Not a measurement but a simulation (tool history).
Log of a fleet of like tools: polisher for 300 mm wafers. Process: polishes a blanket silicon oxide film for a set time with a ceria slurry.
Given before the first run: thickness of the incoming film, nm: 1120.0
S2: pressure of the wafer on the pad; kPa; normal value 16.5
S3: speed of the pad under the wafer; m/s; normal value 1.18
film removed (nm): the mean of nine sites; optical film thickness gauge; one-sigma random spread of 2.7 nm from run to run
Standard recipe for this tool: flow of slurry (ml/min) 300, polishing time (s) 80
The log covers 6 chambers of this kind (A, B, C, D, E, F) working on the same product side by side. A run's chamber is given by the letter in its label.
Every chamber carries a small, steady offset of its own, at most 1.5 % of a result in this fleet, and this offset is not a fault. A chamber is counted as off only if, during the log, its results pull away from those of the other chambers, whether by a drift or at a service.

run 1D hour=8.5 | flow_of_slurry_(ml/min)=300 S2=16.5 S3=1.18 polishing_time_(s)=80 | film_removed_(nm)=306.73
run 2A hour=17.3 | flow_of_slurry_(ml/min)=300 S2=16.5 S3=1.18 polishing_time_(s)=80 | film_removed_(nm)=307.63
-- hour=19.5 chamber C: slurry nozzle cleaned
-- hour=20.3 chamber A: worn pad replaced by a new one
run 3C hour=24.8 | flow_of_slurry_(ml/min)=300 S2=16.5 S3=1.18 polishing_time_(s)=80 | film_removed_(nm)=310.16
-- hour=25.9 chamber E: worn pad replaced by a new one
run 4B hour=33.1 | flow_of_slurry_(ml/min)=300 S2=16.5 S3=1.18 polishing_time_(s)=80 | film_removed_(nm)=309.67
-- hour=40.6 chamber E: slurry nozzle cleaned
-- hour=41.9 chamber C: worn pad replaced by a new one
run 5F hour=41.9 | flow_of_slurry_(ml/min)=300 S2=16.5 S3=1.18 polishing_time_(s)=80 | film_removed_(nm)=305.73
run 6E hour=48.3 | flow_of_slurry_(ml/min)=300 S2=16.5 S3=1.18 polishing_time_(s)=80 | film_removed_(nm)=304.5
-- hour=48.9 chamber A: slurry nozzle cleaned
run 7D hour=54.4 | flow_of_slurry_(ml/min)=300 S2=16.5 S3=1.18 polishing_time_(s)=80 | film_removed_(nm)=307.65
-- hour=55.2 chamber D: worn pad replaced by a new one
-- hour=56.3 chamber B: worn pad replaced by a new one
run 8E hour=58.7 | flow_of_slurry_(ml/min)=300 S2=16.5 S3=1.18 polishing_time_(s)=80 | film_removed_(nm)=305.64
run 9A hour=63.5 | flow_of_slurry_(ml/min)=300 S2=16.5 S3=0.94 polishing_time_(s)=80 | film_removed_(nm)=247.88
run 10C hour=68.1 | flow_of_slurry_(ml/min)=300 S2=16.5 S3=0.94 polishing_time_(s)=80 | film_removed_(nm)=241.22
run 11F hour=74.6 | flow_of_slurry_(ml/min)=300 S2=16.5 S3=0.94 polishing_time_(s)=80 | film_removed_(nm)=244.32
-- hour=76.4 chamber F: worn pad replaced by a new one
run 12B hour=80.2 | flow_of_slurry_(ml/min)=300 S2=16.5 S3=0.94 polishing_time_(s)=80 | film_removed_(nm)=244.15
run 13B hour=86.5 | flow_of_slurry_(ml/min)=300 S2=16.5 S3=0.94 polishing_time_(s)=80 | film_removed_(nm)=242.77
run 14C hour=94.7 | flow_of_slurry_(ml/min)=300 S2=16.5 S3=0.94 polishing_time_(s)=80 | film_removed_(nm)=241.11
run 15F hour=100.2 | flow_of_slurry_(ml/min)=300 S2=16.5 S3=1.18 polishing_time_(s)=80 | film_removed_(nm)=303.78
-- hour=102.4 chamber F: head pressure recalibrated
run 16E hour=106.9 | flow_of_slurry_(ml/min)=300 S2=16.5 S3=1.18 polishing_time_(s)=80 | film_removed_(nm)=301.92
-- hour=108.8 chamber D: head pressure recalibrated
-- hour=110.2 chamber C: worn pad replaced by a new one
run 17A hour=112.4 | flow_of_slurry_(ml/min)=300 S2=16.5 S3=1.18 polishing_time_(s)=80 | film_removed_(nm)=312.96
-- hour=120.2 chamber D: slurry nozzle cleaned
run 18D hour=121 | flow_of_slurry_(ml/min)=300 S2=16.5 S3=1.18 polishing_time_(s)=80 | film_removed_(nm)=279.9
-- hour=122.5 chamber B: worn pad replaced by a new one
run 19C hour=126.9 | flow_of_slurry_(ml/min)=300 S2=16.5 S3=1.18 polishing_time_(s)=80 | film_removed_(nm)=308.56
run 20D hour=132.7 | flow_of_slurry_(ml/min)=300 S2=16.5 S3=1.18 polishing_time_(s)=80 | film_removed_(nm)=278.55
run 21B hour=136.8 | flow_of_slurry_(ml/min)=300 S2=16.5 S3=1.18 polishing_time_(s)=80 | film_removed_(nm)=306.01
-- hour=141.9 chamber F: worn pad replaced by a new one
run 22F hour=145.5 | flow_of_slurry_(ml/min)=300 S2=16.5 S3=1.18 polishing_time_(s)=80 | film_removed_(nm)=306.64
run 23A hour=151.5 | flow_of_slurry_(ml/min)=300 S2=16.5 S3=1.18 polishing_time_(s)=80 | film_removed_(nm)=312.31
-- hour=152.3 chamber A: worn pad replaced by a new one
-- hour=152.3 chamber D: worn pad replaced by a new one
run 24E hour=157.1 | flow_of_slurry_(ml/min)=300 S2=16.5 S3=1.18 polishing_time_(s)=80 | film_removed_(nm)=304.42
run 25A hour=164.8 | flow_of_slurry_(ml/min)=300 S2=14.5 S3=1.18 polishing_time_(s)=80 | film_removed_(nm)=272.95
-- hour=166.1 chamber B: slurry nozzle cleaned
run 26B hour=169.5 | flow_of_slurry_(ml/min)=300 S2=14.5 S3=1.18 polishing_time_(s)=80 | film_removed_(nm)=268.73
-- hour=177.9 chamber C: worn pad replaced by a new one
run 27D hour=178 | flow_of_slurry_(ml/min)=300 S2=14.5 S3=1.18 polishing_time_(s)=80 | film_removed_(nm)=243.41
run 28F hour=185.1 | flow_of_slurry_(ml/min)=300 S2=14.5 S3=1.18 polishing_time_(s)=80 | film_removed_(nm)=264.22
run 29C hour=189.9 | flow_of_slurry_(ml/min)=300 S2=14.5 S3=1.18 polishing_time_(s)=80 | film_removed_(nm)=269.23
-- hour=190.8 chamber B: worn pad replaced by a new one
run 30E hour=195.5 | flow_of_slurry_(ml/min)=300 S2=14.5 S3=1.18 polishing_time_(s)=80 | film_removed_(nm)=267.92
run 31D hour=203.5 | flow_of_slurry_(ml/min)=300 S2=16.5 S3=1.18 polishing_time_(s)=80 | film_removed_(nm)=279.08
-- hour=204 chamber E: worn pad replaced by a new one
-- hour=205.1 chamber F: worn pad replaced by a new one
run 32C hour=209.3 | flow_of_slurry_(ml/min)=300 S2=16.5 S3=1.18 polishing_time_(s)=80 | film_removed_(nm)=302.89
run 33E hour=214.2 | flow_of_slurry_(ml/min)=300 S2=16.5 S3=1.18 polishing_time_(s)=80 | film_removed_(nm)=301.54
run 34B hour=222.1 | flow_of_slurry_(ml/min)=300 S2=20.7 S3=1.18 polishing_time_(s)=80 | film_removed_(nm)=390.39
run 35F hour=230.6 | flow_of_slurry_(ml/min)=300 S2=20.7 S3=1.18 polishing_time_(s)=80 | film_removed_(nm)=379.51
run 36A hour=234.9 | flow_of_slurry_(ml/min)=300 S2=20.7 S3=1.18 polishing_time_(s)=80 | film_removed_(nm)=390.81
run 37F hour=239.1 | flow_of_slurry_(ml/min)=300 S2=20.7 S3=1.18 polishing_time_(s)=80 | film_removed_(nm)=376.85
-- hour=243.7 chamber C: worn pad replaced by a new one
run 38B hour=246.9 | flow_of_slurry_(ml/min)=300 S2=20.7 S3=1.18 polishing_time_(s)=80 | film_removed_(nm)=386.34
run 39E hour=255.3 | flow_of_slurry_(ml/min)=300 S2=20.7 S3=1.18 polishing_time_(s)=80 | film_removed_(nm)=380.87
-- hour=256.4 chamber D: worn pad replaced by a new one
run 40C hour=259.8 | flow_of_slurry_(ml/min)=300 S2=16.5 S3=1.18 polishing_time_(s)=80 | film_removed_(nm)=303.35
run 41A hour=267.2 | flow_of_slurry_(ml/min)=300 S2=16.5 S3=1.18 polishing_time_(s)=80 | film_removed_(nm)=306.46
run 42D hour=272.8 | flow_of_slurry_(ml/min)=300 S2=16.5 S3=1.18 polishing_time_(s)=80 | film_removed_(nm)=282.57
run 43D hour=279.2 | flow_of_slurry_(ml/min)=300 S2=16.5 S3=1.18 polishing_time_(s)=80 | film_removed_(nm)=282.31

Read the log: is a single chamber off, either drifting away or since a service, is the gauge that measures every chamber drifting, or is nothing wrong beyond small per-chamber offsets? Name any odd chamber and what most likely caused it.

The work done on chamber D during a service left it standing apart from the others.
Cause: head's pressure below its setpoint, % = 9.09.

Here are 4 candidates for chamber D's next run, each the usual settings with a change, their results left as question marks. Which one brings its results back in line with what the others give on the usual settings?
To be in line, a result may differ from the other chambers' mean on the usual settings by at most: film removed (nm) 9.4
run 44D-1 hour=285.9 | flow_of_slurry_(ml/min)=300 S2=19.3 S3=1.18 polishing_time_(s)=80 | film_removed_(nm)=?
run 44D-2 hour=285.9 | flow_of_slurry_(ml/min)=300 S2=16.5 S3=1.02 polishing_time_(s)=80 | film_removed_(nm)=?
run 44D-3 hour=285.9 | flow_of_slurry_(ml/min)=300 S2=16.5 S3=1.08 polishing_time_(s)=80 | film_removed_(nm)=?
run 44D-4 hour=285.9 | flow_of_slurry_(ml/min)=300 S2=17.2 S3=1.24 polishing_time_(s)=80 | film_removed_(nm)=?

Average result of the remaining chambers running the usual settings: film removed (nm) 306.16
run=44D-1 film_removed_(nm)=323.76
run=44D-2 film_removed_(nm)=239.7
run=44D-3 film_removed_(nm)=253.91
run=44D-4 film_removed_(nm)=303.93
Change 44D-4 lands the chamber within the allowed miss of the other chambers.
